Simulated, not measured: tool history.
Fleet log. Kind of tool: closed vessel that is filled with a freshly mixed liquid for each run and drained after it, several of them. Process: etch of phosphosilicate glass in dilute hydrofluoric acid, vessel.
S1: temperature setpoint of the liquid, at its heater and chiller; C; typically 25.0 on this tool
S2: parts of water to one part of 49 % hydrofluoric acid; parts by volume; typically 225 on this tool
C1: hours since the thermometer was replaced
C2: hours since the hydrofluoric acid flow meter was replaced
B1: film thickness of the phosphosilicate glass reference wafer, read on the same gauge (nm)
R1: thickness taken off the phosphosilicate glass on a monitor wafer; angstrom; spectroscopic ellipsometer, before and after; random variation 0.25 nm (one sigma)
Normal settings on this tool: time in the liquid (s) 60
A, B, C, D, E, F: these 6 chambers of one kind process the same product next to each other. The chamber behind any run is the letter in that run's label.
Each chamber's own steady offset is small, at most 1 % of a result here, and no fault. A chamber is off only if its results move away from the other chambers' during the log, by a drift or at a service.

{"run": "1F", "hour": 11.2, "S1": 25.0, "S2": 225, "time in the liquid (s)": 60, "C1": 648.2, "C2": 58.6, "B1": 129.99, "R1": 485.71}
{"run": "2B", "hour": 21.0, "S1": 25.0, "S2": 225, "time in the liquid (s)": 60, "C1": 1427.1, "C2": 1478.3, "B1": 129.98, "R1": 482.03}
{"run": "3A", "hour": 27.3, "S1": 25.0, "S2": 225, "time in the liquid (s)": 60, "C1": 1655.9, "C2": 1514.5, "B1": 129.98, "R1": 479.56}
{"run": "4C", "hour": 37.3, "S1": 25.0, "S2": 225, "time in the liquid (s)": 60, "C1": 163.7, "C2": 273.0, "B1": 130.01, "R1": 473.17}
{"run": "5E", "hour": 44.6, "S1": 25.0, "S2": 225, "time in the liquid (s)": 60, "C1": 96.6, "C2": 1049.4, "B1": 130.03, "R1": 475.86}
{"run": "6D", "hour": 52.2, "S1": 25.0, "S2": 225, "time in the liquid (s)": 60, "C1": 521.4, "C2": 314.8, "B1": 130.0, "R1": 474.17}
{"run": "7E", "hour": 59.5, "S1": 25.0, "S2": 225, "time in the liquid (s)": 60, "C1": 111.5, "C2": 1064.3, "B1": 130.01, "R1": 479.93}
{"run": "8B", "hour": 69.2, "S1": 25.0, "S2": 225, "time in the liquid (s)": 60, "C1": 1475.3, "C2": 1526.5, "B1": 130.0, "R1": 484.2}
{"run": "9C", "hour": 76.7, "S1": 29.5, "S2": 225, "time in the liquid (s)": 90, "C1": 203.1, "C2": 312.4, "B1": 129.97, "R1": 834.47}
{"run": "10A", "hour": 83.0, "S1": 29.5, "S2": 225, "time in the liquid (s)": 90, "C1": 1711.6, "C2": 1570.2, "B1": 129.99, "R1": 845.73}
{"hour": 86.3, "done": "chamber A: thermometer replaced"}
{"run": "11F", "hour": 90.2, "S1": 29.5, "S2": 225, "time in the liquid (s)": 90, "C1": 727.2, "C2": 137.6, "B1": 130.0, "R1": 852.23}
{"run": "12D", "hour": 100.0, "S1": 29.5, "S2": 225, "time in the liquid (s)": 90, "C1": 569.2, "C2": 362.6, "B1": 130.04, "R1": 840.19}
{"run": "13B", "hour": 109.9, "S1": 29.5, "S2": 225, "time in the liquid (s)": 90, "C1": 1516.0, "C2": 1567.2, "B1": 130.02, "R1": 844.64}
{"run": "14D", "hour": 117.7, "S1": 29.5, "S2": 225, "time in the liquid (s)": 90, "C1": 586.9, "C2": 380.3, "B1": 129.99, "R1": 827.04}
{"run": "15C", "hour": 128.9, "S1": 25.0, "S2": 225, "time in the liquid (s)": 75, "C1": 255.3, "C2": 364.6, "B1": 130.02, "R1": 591.37}
{"run": "16A", "hour": 135.7, "S1": 25.0, "S2": 225, "time in the liquid (s)": 75, "C1": 49.5, "C2": 1622.9, "B1": 130.01, "R1": 602.33}
{"run": "17E", "hour": 142.0, "S1": 25.0, "S2": 225, "time in the liquid (s)": 75, "C1": 194.0, "C2": 1146.8, "B1": 130.0, "R1": 597.31}
{"run": "18F", "hour": 151.4, "S1": 25.0, "S2": 225, "time in the liquid (s)": 75, "C1": 788.4, "C2": 198.8, "B1": 130.02, "R1": 605.83}
{"run": "19F", "hour": 161.3, "S1": 25.0, "S2": 225, "time in the liquid (s)": 75, "C1": 798.3, "C2": 208.7, "B1": 129.96, "R1": 602.68}
{"run": "20D", "hour": 170.7, "S1": 25.0, "S2": 225, "time in the liquid (s)": 75, "C1": 639.9, "C2": 433.3, "B1": 129.98, "R1": 582.05}
{"run": "21B", "hour": 176.5, "S1": 25.0, "S2": 225, "time in the liquid (s)": 60, "C1": 1582.6, "C2": 1633.8, "B1": 130.0, "R1": 482.75}
{"run": "22C", "hour": 182.4, "S1": 25.0, "S2": 225, "time in the liquid (s)": 60, "C1": 308.8, "C2": 418.1, "B1": 130.0, "R1": 472.16}
{"run": "23A", "hour": 190.5, "S1": 25.0, "S2": 225, "time in the liquid (s)": 60, "C1": 104.3, "C2": 1677.7, "B1": 130.0, "R1": 480.99}
{"run": "24E", "hour": 197.3, "S1": 25.0, "S2": 225, "time in the liquid (s)": 60, "C1": 249.3, "C2": 1202.1, "B1": 129.97, "R1": 477.13}
{"run": "25C", "hour": 206.5, "S1": 25.0, "S2": 225, "time in the liquid (s)": 60, "C1": 332.9, "C2": 442.2, "B1": 129.98, "R1": 476.4}
{"run": "26D", "hour": 217.6, "S1": 25.0, "S2": 225, "time in the liquid (s)": 60, "C1": 686.8, "C2": 480.2, "B1": 129.99, "R1": 465.31}
{"run": "27A", "hour": 223.6, "S1": 25.0, "S2": 225, "time in the liquid (s)": 60, "C1": 137.4, "C2": 1710.8, "B1": 130.02, "R1": 479.8}
{"hour": 224.9, "done": "chamber A: hydrofluoric acid flow meter replaced"}
{"run": "28B", "hour": 232.0, "S1": 25.0, "S2": 225, "time in the liquid (s)": 60, "C1": 1638.1, "C2": 1689.3, "B1": 130.04, "R1": 481.46}
{"run": "29E", "hour": 241.1, "S1": 25.0, "S2": 225, "time in the liquid (s)": 95, "C1": 293.1, "C2": 1245.9, "B1": 130.01, "R1": 751.94}
{"run": "30F", "hour": 246.8, "S1": 25.0, "S2": 225, "time in the liquid (s)": 95, "C1": 883.8, "C2": 294.2, "B1": 130.02, "R1": 760.25}
{"run": "31E", "hour": 255.4, "S1": 25.0, "S2": 225, "time in the liquid (s)": 95, "C1": 307.4, "C2": 1260.2, "B1": 130.0, "R1": 754.48}
{"run": "32D", "hour": 262.2, "S1": 25.0, "S2": 225, "time in the liquid (s)": 95, "C1": 731.4, "C2": 524.8, "B1": 129.99, "R1": 724.51}
{"run": "33F", "hour": 273.3, "S1": 25.0, "S2": 225, "time in the liquid (s)": 95, "C1": 910.3, "C2": 320.7, "B1": 130.02, "R1": 764.14}
{"run": "34C", "hour": 282.5, "S1": 25.0, "S2": 225, "time in the liquid (s)": 95, "C1": 408.9, "C2": 518.2, "B1": 130.01, "R1": 753.91}
{"run": "35A", "hour": 292.8, "S1": 25.0, "S2": 225, "time in the liquid (s)": 60, "C1": 206.6, "C2": 67.9, "B1": 129.98, "R1": 483.45}
{"run": "36B", "hour": 299.1, "S1": 25.0, "S2": 225, "time in the liquid (s)": 60, "C1": 1705.2, "C2": 1756.4, "B1": 129.98, "R1": 478.47}
{"run": "37B", "hour": 308.1, "S1": 25.0, "S2": 225, "time in the liquid (s)": 60, "C1": 1714.2, "C2": 1765.4, "B1": 130.01, "R1": 482.46}
{"run": "38A", "hour": 318.1, "S1": 25.0, "S2": 225, "time in the liquid (s)": 60, "C1": 231.9, "C2": 93.2, "B1": 130.01, "R1": 480.77}
{"run": "39E", "hour": 325.7, "S1": 25.0, "S2": 225, "time in the liquid (s)": 60, "C1": 377.7, "C2": 1330.5, "B1": 130.01, "R1": 477.31}
{"run": "40D", "hour": 333.1, "S1": 25.0, "S2": 225, "time in the liquid (s)": 60, "C1": 802.3, "C2": 595.7, "B1": 130.01, "R1": 455.44}
{"run": "41C", "hour": 339.7, "S1": 25.0, "S2": 225, "time in the liquid (s)": 60, "C1": 466.1, "C2": 575.4, "B1": 130.01, "R1": 476.11}
{"run": "42F", "hour": 348.6, "S1": 25.0, "S2": 225, "time in the liquid (s)": 60, "C1": 985.6, "C2": 396.0, "B1": 129.99, "R1": 482.06}
{"run": "43A", "hour": 357.3, "S1": 25.0, "S2": 225, "time in the liquid (s)": 60, "C1": 271.1, "C2": 132.4, "B1": 130.0, "R1": 481.59}
{"hour": 360.4, "done": "chamber C: hydrofluoric acid flow meter replaced"}
{"run": "44C", "hour": 363.9, "S1": 25.0, "S2": 225, "time in the liquid (s)": 60, "C1": 490.3, "C2": 3.5, "B1": 130.01, "R1": 476.2}

Which is it: a chamber that has drifted or been left off by a service, a gauge drift common to all chambers, or only each chamber's usual small offset? If a chamber is off, name it and its likeliest cause.

One chamber, D, drifts off from the rest bit by bit.
Most likely cause: hydrofluoric acid flow below the setpoint (%) = 5.57.
It could be hard to tell apart here from: liquid colder than its thermometer reads (K).

Chamber D could run next with any of the 4 candidate recipes listed below; each alters the usual settings, and their results appear as question marks. Which one brings its results back in line with what the other chambers deliver on the usual settings?
A result is in line if it is within this distance of the other chambers' mean on the usual settings: R1 8.70 angstrom
{"run": "45D-1", "hour": 372.2, "S1": 23.0, "S2": 225, "time in the liquid (s)": 60, "R1": "?"}
{"run": "45D-2", "hour": 372.2, "S1": 24.0, "S2": 225, "time in the liquid (s)": 60, "R1": "?"}
{"run": "45D-3", "hour": 372.2, "S1": 27.0, "S2": 225, "time in the liquid (s)": 60, "R1": "?"}
{"run": "45D-4", "hour": 372.2, "S1": 26.0, "S2": 225, "time in the liquid (s)": 60, "R1": "?"}

What the other chambers average on the usual settings: R1 479.82 angstrom
run=45D-1 R1=416.61
run=45D-2 R1=432.34
run=45D-3 R1=481.56
run=45D-4 R1=464.81
With 45D-3, the chamber falls back in line with the rest.

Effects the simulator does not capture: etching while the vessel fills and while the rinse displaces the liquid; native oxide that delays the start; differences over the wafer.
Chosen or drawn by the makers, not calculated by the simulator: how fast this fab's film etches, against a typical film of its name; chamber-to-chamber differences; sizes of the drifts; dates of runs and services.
